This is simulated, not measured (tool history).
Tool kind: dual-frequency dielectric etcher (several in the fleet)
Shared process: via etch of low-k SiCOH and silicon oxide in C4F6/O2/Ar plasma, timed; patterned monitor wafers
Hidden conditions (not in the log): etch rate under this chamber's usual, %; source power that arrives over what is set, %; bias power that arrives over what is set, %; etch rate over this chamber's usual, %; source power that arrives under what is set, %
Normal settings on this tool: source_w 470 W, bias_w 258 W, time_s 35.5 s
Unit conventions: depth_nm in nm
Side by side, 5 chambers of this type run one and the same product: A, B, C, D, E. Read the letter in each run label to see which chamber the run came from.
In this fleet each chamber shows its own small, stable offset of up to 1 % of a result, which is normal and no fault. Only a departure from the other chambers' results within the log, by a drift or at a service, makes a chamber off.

run,day,source_w,bias_w,time_s,hours since the last wet clean,hours since the last source power generator calibration,hours since the last bias power generator calibration,"read-back reference wafer on the same gauge, depth_nm",depth_nm
# day 0.096: chamber C: bias power generator calibrated
1D,0.175,470,258,35.5,331.4,928.0,3031.9,117.89,99.479
2B,0.467,470,258,35.5,56.2,2054.3,966.3,117.96,101.530
3A,0.608,470,258,35.5,287.5,993.3,1655.5,118.01,100.270
4C,0.888,470,258,35.5,375.2,1429.3,19.1,118.06,100.090
5E,1.150,470,258,35.5,409.8,1414.8,3399.4,118.02,99.411
6B,1.358,470,258,35.5,77.6,2075.7,987.7,117.90,101.240
7E,1.562,470,258,35.5,419.7,1424.7,3409.3,117.96,100.990
8A,1.762,470,258,35.5,315.2,1021.0,1683.2,118.19,100.330
9C,2.100,470,258,35.5,404.3,1458.4,48.2,117.95,100.660
10D,2.400,470,201,35.5,384.8,981.4,3085.3,118.01,92.105
# day 2.517: chamber D: wet clean of the chamber
11D,2.600,470,201,35.5,2.0,986.2,3090.1,118.02,92.304
# day 2.821: chamber C: wet clean of the chamber
12B,2.900,470,201,35.5,114.6,2112.7,1024.7,117.83,91.792
13A,3.058,470,201,35.5,346.3,1052.1,1714.3,117.90,92.555
14C,3.279,470,201,35.5,11.0,1486.7,76.5,117.99,89.040
15E,3.512,470,258,35.5,466.5,1471.5,3456.1,117.74,100.740
16C,3.712,470,258,35.5,21.4,1497.1,86.9,118.07,96.703
17B,3.862,470,258,35.5,137.7,2135.8,1047.8,118.36,100.360
18A,4.125,470,258,35.5,371.9,1077.7,1739.9,118.17,99.328
19D,4.433,470,258,35.5,46.0,1030.2,3134.1,117.94,99.003
20E,4.721,470,258,35.5,495.5,1500.5,3485.1,118.08,99.582
21B,4.925,470,258,35.5,163.2,2161.3,1073.3,117.68,102.540
22C,5.192,510,319,35.5,56.9,1532.6,122.4,117.86,107.220
23A,5.388,510,319,35.5,402.2,1108.0,1770.2,117.98,110.660
24E,5.671,510,319,35.5,518.3,1523.3,3507.9,118.05,112.830
25D,5.896,510,319,35.5,81.1,1065.3,3169.2,118.12,110.460
26B,6.050,510,319,35.5,190.2,2188.3,1100.3,117.88,111.930
27E,6.258,470,258,35.5,532.4,1537.4,3522.0,117.86,99.414
# day 6.354: chamber A: wet clean of the chamber
28A,6.538,470,258,35.5,4.5,1135.6,1797.8,117.82,100.500
29D,6.871,470,258,35.5,104.5,1088.7,3192.6,117.89,100.940
30C,7.138,470,258,35.5,103.6,1579.3,169.1,118.19,97.500
31D,7.396,470,258,35.5,117.1,1101.3,3205.2,117.89,101.110
32B,7.733,470,258,35.5,230.6,2228.7,1140.7,117.77,100.910

For the next run the whole fleet of 5 chambers uses the same settings. Give each chamber's results:
33A,7.971,470,258,35.5,,,,,?
33B,7.971,470,258,35.5,,,,,?
33C,7.971,470,258,35.5,,,,,?
33D,7.971,470,258,35.5,,,,,?
33E,7.971,470,258,35.5,,,,,?

run,depth_nm
33A,100.230
33B,101.640
33C,96.204
33D,100.370
33E,99.501
